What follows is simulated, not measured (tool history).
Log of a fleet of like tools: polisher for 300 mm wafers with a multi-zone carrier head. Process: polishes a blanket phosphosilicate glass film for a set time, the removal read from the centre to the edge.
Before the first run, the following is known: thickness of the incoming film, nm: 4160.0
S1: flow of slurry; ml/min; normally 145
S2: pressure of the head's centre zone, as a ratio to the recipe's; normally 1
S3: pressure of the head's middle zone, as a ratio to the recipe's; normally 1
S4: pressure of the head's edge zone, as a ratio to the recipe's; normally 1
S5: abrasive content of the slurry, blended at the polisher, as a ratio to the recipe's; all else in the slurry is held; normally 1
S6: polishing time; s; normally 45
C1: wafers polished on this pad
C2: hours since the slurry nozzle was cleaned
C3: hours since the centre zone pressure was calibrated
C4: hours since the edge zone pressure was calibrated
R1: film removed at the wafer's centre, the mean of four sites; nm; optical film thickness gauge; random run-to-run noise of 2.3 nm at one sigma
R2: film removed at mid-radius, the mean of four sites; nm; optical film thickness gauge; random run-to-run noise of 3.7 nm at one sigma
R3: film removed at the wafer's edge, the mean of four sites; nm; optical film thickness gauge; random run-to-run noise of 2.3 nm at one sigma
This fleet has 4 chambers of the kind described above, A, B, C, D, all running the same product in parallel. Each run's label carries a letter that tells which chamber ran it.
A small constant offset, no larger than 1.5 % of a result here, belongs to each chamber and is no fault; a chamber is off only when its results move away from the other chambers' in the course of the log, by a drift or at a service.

run 1D hour=6 | S1=145 S2=1 S3=1 S4=1 S5=1 S6=45 | C1=180 C2=631.3 C3=791.4 C4=19 | R1=286.5 R2=285.66 R3=282.47
run 2A hour=13.5 | S1=145 S2=1 S3=1 S4=1 S5=1 S6=45 | C1=808 C2=48.9 C3=290.9 C4=182.4 | R1=288.59 R2=288.22 R3=283.42
run 3B hour=19.2 | S1=145 S2=1 S3=1 S4=1 S5=1 S6=45 | C1=473 C2=26.1 C3=692.3 C4=31.7 | R1=288.95 R2=288.71 R3=291.98
run 4C hour=28.3 | S1=145 S2=1 S3=1 S4=1 S5=1 S6=45 | C1=513 C2=531 C3=771.2 C4=463.4 | R1=291.14 R2=290.91 R3=293.14
run 5D hour=36.1 | S1=145 S2=1 S3=1 S4=1 S5=1 S6=45 | C1=492 C2=661.4 C3=821.5 C4=49.1 | R1=290.39 R2=278.79 R3=281.53
run 6C hour=40.4 | S1=125 S2=1 S3=1 S4=1 S5=1 S6=53 | C1=638 C2=543.1 C3=783.3 C4=475.5 | R1=326.69 R2=324.43 R3=331.22
-- hour=41.8 chamber A: worn pad replaced by a new one
run 7B hour=44.9 | S1=125 S2=1 S3=1 S4=1 S5=1 S6=53 | C1=739 C2=51.8 C3=718 C4=57.4 | R1=333.36 R2=325.96 R3=333.49
-- hour=50.2 chamber B: worn pad replaced by a new one
run 8A hour=54.5 | S1=125 S2=1 S3=1 S4=1 S5=1 S6=53 | C1=132 C2=89.9 C3=331.9 C4=223.4 | R1=325.03 R2=321.96 R3=327.98
run 9D hour=59.6 | S1=125 S2=1 S3=1 S4=1 S5=1 S6=53 | C1=736 C2=684.9 C3=845 C4=72.6 | R1=328.91 R2=328.22 R3=325.06
-- hour=66.1 chamber C: edge zone pressure recalibrated
run 10C hour=67 | S1=145 S2=1 S3=1 S4=1 S5=1 S6=45 | C1=914 C2=569.7 C3=809.9 C4=1 | R1=290.93 R2=292.08 R3=290.88
-- hour=68 chamber B: centre zone pressure recalibrated
-- hour=68.8 chamber C: worn pad replaced by a new one
run 11A hour=76 | S1=105 S2=1 S3=1 S4=1 S5=1 S6=60 | C1=354 C2=111.4 C3=353.4 C4=244.9 | R1=348.17 R2=344.35 R3=363.14
run 12B hour=84.2 | S1=105 S2=1 S3=1 S4=1 S5=1 S6=60 | C1=352 C2=91.1 C3=16.2 C4=96.7 | R1=382.48 R2=354.2 R3=367.15
run 13C hour=89.6 | S1=105 S2=1 S3=1 S4=1 S5=1 S6=60 | C1=216 C2=592.3 C3=832.5 C4=23.6 | R1=356.06 R2=355.5 R3=369.49
run 14A hour=95.2 | S1=105 S2=1 S3=1 S4=1 S5=1 S6=60 | C1=553 C2=130.6 C3=372.6 C4=264.1 | R1=350.34 R2=351.98 R3=361.06
run 15D hour=102.9 | S1=145 S2=1 S3=1 S4=1 S5=1 S6=45 | C1=1185 C2=728.2 C3=888.3 C4=115.9 | R1=288.13 R2=285.77 R3=280.65
-- hour=104.5 chamber D: worn pad replaced by a new one
run 16B hour=111.3 | S1=145 S2=1 S3=1 S4=1 S5=1 S6=45 | C1=633 C2=118.2 C3=43.3 C4=123.8 | R1=308.58 R2=293.41 R3=290.57
run 17A hour=120.7 | S1=145 S2=1 S3=1 S4=1 S5=1 S6=45 | C1=818 C2=156.1 C3=398.1 C4=289.6 | R1=291.51 R2=287.76 R3=281.8
-- hour=127.2 chamber B: worn pad replaced by a new one
run 18D hour=129.9 | S1=145 S2=1 S3=1 S4=1 S5=1 S6=45 | C1=263 C2=755.2 C3=915.3 C4=142.9 | R1=291.46 R2=281.08 R3=286.88
run 19B hour=136 | S1=145 S2=1 S3=1 S4=1 S5=1 S6=45 | C1=91 C2=142.9 C3=68 C4=148.5 | R1=312.93 R2=286.97 R3=293.16
run 20C hour=145.1 | S1=145 S2=1 S3=1 S4=1 S5=1 S6=45 | C1=791 C2=647.8 C3=888 C4=79.1 | R1=288.28 R2=278.55 R3=288.42
run 21A hour=153.1 | S1=145 S2=1 S3=1 S4=1 S5=1 S6=45 | C1=1153 C2=188.5 C3=430.5 C4=322 | R1=287.44 R2=282.63 R3=286.74
-- hour=157 chamber C: worn pad replaced by a new one
run 22C hour=161.6 | S1=145 S2=1 S3=1 S4=1 S5=1 S6=45 | C1=47 C2=664.3 C3=904.5 C4=95.6 | R1=290.05 R2=287.82 R3=293.39
-- hour=169.4 chamber D: centre zone pressure recalibrated
run 23B hour=171.3 | S1=145 S2=1 S3=1 S4=1 S5=1 S6=45 | C1=457 C2=178.2 C3=103.3 C4=183.8 | R1=312 R2=290.36 R3=292.55
run 24D hour=177.6 | S1=145 S2=1 S3=1 S4=1 S5=1 S6=45 | C1=757 C2=802.9 C3=8.3 C4=190.6 | R1=292.67 R2=282.3 R3=285.08
run 25D hour=185.4 | S1=175 S2=1 S3=1 S4=1.05 S5=1 S6=45 | C1=838 C2=810.7 C3=16.1 C4=198.4 | R1=297.57 R2=289.14 R3=301.9

Is one chamber off against the others, does the gauge drift, or is nothing wrong? If a chamber is off, say which, and what the likeliest cause is.

A service on chamber B put it out of line with the rest.
What lies behind it: centre zone's pressure above its setpoint, % = 6.38.

Chamber B could run next with any of the 4 candidate recipes listed below; each alters the usual settings, and their results appear as question marks. Which one brings its results back in line with what the other chambers deliver on the usual settings?
In line here means within this much of the mean the other chambers give on the usual settings: R1 8 nm; R2 13 nm; R3 8.1 nm
run 26B-1 hour=192.4 | S1=150 S2=1.08 S3=0.97 S4=0.98 S5=1 S6=47 | R1=? R2=? R3=?
run 26B-2 hour=192.4 | S1=150 S2=1.04 S3=0.99 S4=0.99 S5=1 S6=46 | R1=? R2=? R3=?
run 26B-3 hour=192.4 | S1=140 S2=0.92 S3=1.02 S4=1.02 S5=1 S6=44 | R1=? R2=? R3=?
run 26B-4 hour=192.4 | S1=140 S2=0.96 S3=1.01 S4=1.01 S5=1 S6=44 | R1=? R2=? R3=?

What the other chambers average on the usual settings: R1 288.9 nm; R2 285.39 nm; R3 285.87 nm
run=26B-1 R1=354.33 R2=294.53 R3=303.27
run=26B-2 R1=332.92 R2=293.76 R3=298.31
run=26B-3 R1=274.34 R2=285.13 R3=286.94
run=26B-4 R1=287.44 R2=282.49 R3=285.49
With 26B-4, the chamber falls back in line with the rest.
